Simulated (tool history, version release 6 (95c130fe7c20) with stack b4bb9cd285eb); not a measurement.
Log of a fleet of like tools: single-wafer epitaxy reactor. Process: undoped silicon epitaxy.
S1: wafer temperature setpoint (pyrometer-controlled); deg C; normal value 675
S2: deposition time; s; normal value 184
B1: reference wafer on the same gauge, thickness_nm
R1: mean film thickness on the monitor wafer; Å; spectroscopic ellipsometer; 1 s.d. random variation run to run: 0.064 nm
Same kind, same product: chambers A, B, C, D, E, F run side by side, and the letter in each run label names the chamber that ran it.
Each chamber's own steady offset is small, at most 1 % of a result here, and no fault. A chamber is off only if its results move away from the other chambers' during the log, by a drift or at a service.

run	hour	S1	S2	B1	R1
1A	7.1	675	184	56.122	522.83
2D	14.5	675	184	56.114	526.36
3B	19.1	675	184	56.133	527.14
4C	26.9	675	184	56.151	520.28
5F	31	675	184	56.135	529.8
6E	35.5	675	162	56.126	460.15
7F	42	675	162	56.16	465.98
8E	50	675	162	56.166	460.03
9D	54.2	675	162	56.164	463.06
10B	58.1	675	162	56.178	464.21
11C	62.6	675	162	56.182	457.5
12A	67.3	675	184	56.193	523.6
13A	72.6	675	184	56.196	523.23
14C	79.1	675	184	56.216	520.68
15F	84	675	184	56.204	531.4
16E	91.5	675	184	56.222	524.06
17D	95.9	675	184	56.214	526.58
18B	102.4	675	184	56.233	527.99
19D	109	675	184	56.226	527.36
20B	114.8	675	184	56.244	528.01
21A	120.4	675	184	56.26	523.09
22F	127.8	675	184	56.272	531.5
23C	132.9	665	184	56.274	421.97
24E	140.8	665	184	56.285	423.74
25C	148.8	665	184	56.302	422.33
26A	154.5	665	184	56.291	425.78
27B	159.8	665	184	56.284	430.55
28E	166.1	665	184	56.298	424.42
29F	171.6	675	184	56.339	532.77
30D	175.6	675	184	56.322	528.04
31E	179.7	675	184	56.315	522.56
32C	184.6	675	184	56.333	520.92
33F	191.6	675	184	56.341	533.22
34B	198.3	675	184	56.343	527.75
35A	202.6	675	184	56.353	526.76
36D	210.6	675	184	56.352	528.28
37E	218	670	184	56.397	472.18

Decide between three cases: one chamber stands off from its peers, the gauge reading all wafers drifts, or nothing is wrong past each chamber's small offset. Where a chamber is off, say which and what most likely put it there.

The gauge drifts, so all chambers seem to drift together. No chamber is off.
Most likely cause: gauge reads high (%) = 0.501.
